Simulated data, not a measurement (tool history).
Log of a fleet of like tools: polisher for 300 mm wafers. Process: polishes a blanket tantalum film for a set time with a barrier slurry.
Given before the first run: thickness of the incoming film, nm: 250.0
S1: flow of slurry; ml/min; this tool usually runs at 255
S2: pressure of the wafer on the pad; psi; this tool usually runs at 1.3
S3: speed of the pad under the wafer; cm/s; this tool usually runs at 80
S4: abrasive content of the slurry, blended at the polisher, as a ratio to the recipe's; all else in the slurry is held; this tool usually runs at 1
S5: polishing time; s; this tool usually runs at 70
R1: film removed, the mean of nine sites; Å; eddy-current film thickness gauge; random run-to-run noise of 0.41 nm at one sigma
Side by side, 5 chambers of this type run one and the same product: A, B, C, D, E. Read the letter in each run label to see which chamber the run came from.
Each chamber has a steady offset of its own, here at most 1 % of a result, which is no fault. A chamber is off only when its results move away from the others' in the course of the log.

run 1D hour=6.8 | S1=255 S2=1.3 S3=80 S4=1 S5=70 | R1=511.61
-- hour=7.9 chamber C: worn pad replaced by a new one
-- hour=12 chamber D: worn pad replaced by a new one
-- hour=13.1 chamber B: slurry blender recalibrated
run 2E hour=15.2 | S1=255 S2=1.3 S3=80 S4=1 S5=70 | R1=508.59
run 3A hour=24.6 | S1=255 S2=1.3 S3=80 S4=1 S5=70 | R1=511.38
-- hour=29.4 chamber E: worn pad replaced by a new one
run 4C hour=30.9 | S1=255 S2=1.3 S3=80 S4=1 S5=70 | R1=508.67
-- hour=38.9 chamber D: head pressure recalibrated
-- hour=39.4 chamber A: slurry nozzle cleaned
run 5B hour=41.9 | S1=255 S2=1.3 S3=80 S4=1 S5=70 | R1=521.64
run 6A hour=50.1 | S1=255 S2=1.3 S3=80 S4=1 S5=82 | R1=596.37
-- hour=50.9 chamber C: slurry nozzle cleaned
-- hour=52.9 chamber A: worn pad replaced by a new one
run 7D hour=58.4 | S1=255 S2=1.3 S3=80 S4=1 S5=82 | R1=593.14
-- hour=61.3 chamber B: worn pad replaced by a new one
run 8B hour=65 | S1=255 S2=1.3 S3=80 S4=1 S5=82 | R1=593.17
run 9E hour=74.6 | S1=255 S2=1.3 S3=80 S4=1 S5=82 | R1=594.08
-- hour=77.1 chamber C: slurry blender recalibrated
-- hour=77.8 chamber D: worn pad replaced by a new one
run 10C hour=83.7 | S1=255 S2=1.3 S3=80 S4=1 S5=82 | R1=590.72
-- hour=88.9 chamber B: head pressure recalibrated
run 11D hour=95.7 | S1=255 S2=1.3 S3=80 S4=1 S5=70 | R1=504.06
run 12A hour=102.2 | S1=255 S2=1.3 S3=80 S4=1 S5=70 | R1=509.41
run 13C hour=112.8 | S1=255 S2=1.3 S3=80 S4=1 S5=70 | R1=514.46
-- hour=115.3 chamber A: worn pad replaced by a new one
run 14E hour=120.7 | S1=255 S2=1.3 S3=80 S4=1 S5=70 | R1=511.08
-- hour=122.2 chamber C: head pressure recalibrated
-- hour=123.4 chamber C: worn pad replaced by a new one
run 15B hour=127.8 | S1=255 S2=1.3 S3=80 S4=1 S5=70 | R1=503.03
-- hour=131.9 chamber E: worn pad replaced by a new one
-- hour=132.3 chamber B: worn pad replaced by a new one
run 16C hour=138.4 | S1=255 S2=1.3 S3=80 S4=1 S5=70 | R1=508.77
run 17B hour=147.3 | S1=255 S2=1.3 S3=80 S4=1 S5=70 | R1=516.1
run 18D hour=158.3 | S1=255 S2=1.3 S3=80 S4=1 S5=70 | R1=501
-- hour=158.4 chamber D: worn pad replaced by a new one
-- hour=160.6 chamber D: slurry nozzle cleaned
run 19A hour=164.8 | S1=255 S2=1.3 S3=80 S4=1 S5=70 | R1=513.66
-- hour=171.3 chamber E: head pressure recalibrated
run 20E hour=171.9 | S1=255 S2=1.3 S3=80 S4=1 S5=70 | R1=502.16
-- hour=179.4 chamber B: slurry nozzle cleaned
run 21E hour=182.9 | S1=255 S2=1.3 S3=80 S4=1 S5=70 | R1=498.33
-- hour=187.3 chamber A: slurry blender recalibrated
-- hour=188.1 chamber A: worn pad replaced by a new one
run 22A hour=189.3 | S1=255 S2=1.3 S3=80 S4=1 S5=70 | R1=517.02
-- hour=194.1 chamber B: worn pad replaced by a new one
run 23C hour=196 | S1=255 S2=1.3 S3=56 S4=1 S5=70 | R1=357.34
run 24D hour=205.6 | S1=255 S2=1.3 S3=56 S4=1 S5=70 | R1=356.59
run 25B hour=212.3 | S1=255 S2=1.3 S3=56 S4=1 S5=70 | R1=357.58
run 26B hour=219.6 | S1=255 S2=1.3 S3=56 S4=1 S5=70 | R1=353.38
run 27A hour=227.6 | S1=255 S2=1.3 S3=56 S4=1 S5=70 | R1=356.83
-- hour=230.9 chamber E: worn pad replaced by a new one
-- hour=241.1 chamber D: worn pad replaced by a new one
run 28D hour=241.3 | S1=255 S2=1.6 S3=80 S4=1 S5=70 | R1=620.49
-- hour=246.7 chamber C: worn pad replaced by a new one
run 29C hour=248.9 | S1=255 S2=1.6 S3=80 S4=1 S5=70 | R1=626.76
-- hour=254 chamber B: slurry blender recalibrated
-- hour=258.7 chamber A: worn pad replaced by a new one
run 30E hour=261.5 | S1=255 S2=1.6 S3=80 S4=1 S5=70 | R1=617.09
-- hour=266.6 chamber B: worn pad replaced by a new one
run 31C hour=272.7 | S1=255 S2=1.6 S3=80 S4=1 S5=70 | R1=624.46
-- hour=281.7 chamber D: slurry blender recalibrated
run 32E hour=285.8 | S1=255 S2=1.6 S3=80 S4=1 S5=70 | R1=623.57
run 33A hour=296.3 | S1=255 S2=1.3 S3=80 S4=1 S5=70 | R1=505.4
run 34D hour=306.3 | S1=255 S2=1.3 S3=80 S4=1 S5=70 | R1=508.68
run 35B hour=315.3 | S1=255 S2=1.3 S3=80 S4=1 S5=70 | R1=505.97
-- hour=317.7 chamber A: worn pad replaced by a new one
run 36A hour=324 | S1=255 S2=1.3 S3=80 S4=1 S5=70 | R1=512.3
-- hour=334.9 chamber B: worn pad replaced by a new one
run 37E hour=335.3 | S1=255 S2=1.3 S3=80 S4=1 S5=70 | R1=497.41
run 38B hour=345.4 | S1=255 S2=1.3 S3=80 S4=1 S5=70 | R1=515.34

All 5 chambers run these settings next. Forecast each chamber's results:
run 39A hour=355.3 | S1=255 S2=1.3 S3=54 S4=1 S5=70 | R1=?
run 39B hour=355.3 | S1=255 S2=1.3 S3=54 S4=1 S5=70 | R1=?
run 39C hour=355.3 | S1=255 S2=1.3 S3=54 S4=1 S5=70 | R1=?
run 39D hour=355.3 | S1=255 S2=1.3 S3=54 S4=1 S5=70 | R1=?
run 39E hour=355.3 | S1=255 S2=1.3 S3=54 S4=1 S5=70 | R1=?

run=39A R1=345.75
run=39B R1=345.33
run=39C R1=343.92
run=39D R1=343.26
run=39E R1=339.84
